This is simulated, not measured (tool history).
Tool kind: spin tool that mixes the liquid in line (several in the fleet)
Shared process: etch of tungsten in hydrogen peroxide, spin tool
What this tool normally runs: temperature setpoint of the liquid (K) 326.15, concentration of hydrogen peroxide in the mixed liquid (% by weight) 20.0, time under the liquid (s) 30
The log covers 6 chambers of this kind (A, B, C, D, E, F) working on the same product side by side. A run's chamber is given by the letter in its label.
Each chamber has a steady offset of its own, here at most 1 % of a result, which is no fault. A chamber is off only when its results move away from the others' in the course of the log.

run,hour,temperature setpoint of the liquid (K),concentration of hydrogen peroxide in the mixed liquid (% by weight),time under the liquid (s),hours since the thermometer was replaced,hours since the peroxide flow meter was replaced,hours since the heated supply line was repaired,hours since the drum of peroxide was connected,"read-back film thickness of the tungsten reference wafer, read on the same gauge (nm)",thickness taken off the tungsten on a monitor wafer (angstrom)
1F,2.8,326.15,20.0,30,43.2,790.5,1754.9,458.1,100.050,300.67
# hour 5.7: chamber F: peroxide flow meter replaced
2D,6.5,326.15,20.0,30,192.1,660.5,382.9,725.9,100.000,300.68
# hour 12.2: chamber E: peroxide flow meter replaced
3B,12.5,326.15,20.0,30,765.4,1704.9,1059.1,831.5,99.995,306.49
4A,15.4,326.15,20.0,30,630.8,322.6,1734.8,722.1,100.010,302.90
5E,19.5,326.15,20.0,30,229.9,7.3,301.9,412.2,100.000,306.41
6C,25.0,326.15,20.0,30,1024.9,1301.6,3159.1,157.4,99.977,304.64
7B,30.3,326.15,20.0,30,783.2,1722.7,1076.9,849.3,100.030,305.32
8E,34.0,326.15,25.5,30,244.4,21.8,316.4,426.7,100.020,342.10
9A,37.5,326.15,25.5,30,652.9,344.7,1756.9,744.2,99.999,346.60
10D,42.1,326.15,25.5,30,227.7,696.1,418.5,761.5,99.991,338.63
11C,45.9,326.15,25.5,30,1045.8,1322.5,3180.0,178.3,99.988,342.43
12F,50.4,326.15,25.5,30,90.8,44.7,1802.5,505.7,100.040,338.01
13E,54.1,326.15,25.5,30,264.5,41.9,336.5,446.8,100.030,344.11
14F,58.1,326.15,20.0,30,98.5,52.4,1810.2,513.4,100.020,298.98
# hour 60.2: chamber B: peroxide flow meter replaced
15D,61.9,326.15,20.0,30,247.5,715.9,438.3,781.3,100.000,298.08
16B,66.8,326.15,20.0,30,819.7,6.6,1113.4,885.8,100.010,301.13
17A,71.2,326.15,20.0,30,686.6,378.4,1790.6,777.9,100.020,300.00
18C,74.9,318.65,20.0,30,1074.8,1351.5,3209.0,207.3,99.995,187.74
19F,81.1,318.65,20.0,30,121.5,75.4,1833.2,536.4,100.030,191.05
20C,85.8,318.65,20.0,30,1085.7,1362.4,3219.9,218.2,100.010,188.56
21E,90.0,318.65,20.0,30,300.4,77.8,372.4,482.7,99.984,191.52
22D,94.4,318.65,20.0,30,280.0,748.4,470.8,813.8,100.060,181.16
23B,97.3,318.65,20.0,30,850.2,37.1,1143.9,916.3,100.010,190.82
24A,101.6,326.15,20.0,30,717.0,408.8,1821.0,808.3,100.030,298.48
25D,105.0,326.15,20.0,30,290.6,759.0,481.4,824.4,99.976,283.39
26E,107.8,326.15,20.0,30,318.2,95.6,390.2,500.5,99.992,305.09
27A,111.0,326.15,20.0,30,726.4,418.2,1830.4,817.7,100.030,299.54
28C,116.9,326.15,22.5,30,1116.8,1393.5,3251.0,249.3,99.993,323.22
29B,121.5,326.15,22.5,30,874.4,61.3,1168.1,940.5,100.040,316.33
30F,127.6,326.15,22.5,30,168.0,121.9,1879.7,582.9,99.956,322.26
31D,132.4,326.15,22.5,30,318.0,786.4,508.8,851.8,99.957,297.66
32E,135.4,326.15,22.5,30,345.8,123.2,417.8,528.1,100.040,324.83
33F,138.2,326.15,22.5,30,178.6,132.5,1890.3,593.5,99.974,319.56
34A,142.5,326.15,20.0,30,757.9,449.7,1861.9,849.2,100.010,301.22
35C,145.7,326.15,20.0,30,1145.6,1422.3,3279.8,278.1,100.010,301.46
36B,149.5,326.15,20.0,30,902.4,89.3,1196.1,968.5,99.972,303.27
37A,154.2,326.15,20.0,30,769.6,461.4,1873.6,860.9,100.030,301.07
38B,160.3,326.15,20.0,30,913.2,100.1,1206.9,979.3,100.010,300.39
39F,165.9,326.15,20.0,30,206.3,160.2,1918.0,621.2,100.000,300.68
40D,169.2,326.15,14.5,35,354.8,823.2,545.6,888.6,100.010,277.84
41E,172.2,326.15,14.5,35,382.6,160.0,454.6,564.9,99.986,304.85
42C,175.2,326.15,14.5,35,1175.1,1451.8,3309.3,307.6,99.955,298.98

Predict what each chamber gives when all 6 of them run the settings below next.
43A,179.6,326.15,20.0,30,,,,,,?
43B,179.6,326.15,20.0,30,,,,,,?
43C,179.6,326.15,20.0,30,,,,,,?
43D,179.6,326.15,20.0,30,,,,,,?
43E,179.6,326.15,20.0,30,,,,,,?
43F,179.6,326.15,20.0,30,,,,,,?

run,thickness taken off the tungsten on a monitor wafer (angstrom)
43A,298.96
43B,300.13
43C,305.89
43D,274.18
43E,308.63
43F,299.05

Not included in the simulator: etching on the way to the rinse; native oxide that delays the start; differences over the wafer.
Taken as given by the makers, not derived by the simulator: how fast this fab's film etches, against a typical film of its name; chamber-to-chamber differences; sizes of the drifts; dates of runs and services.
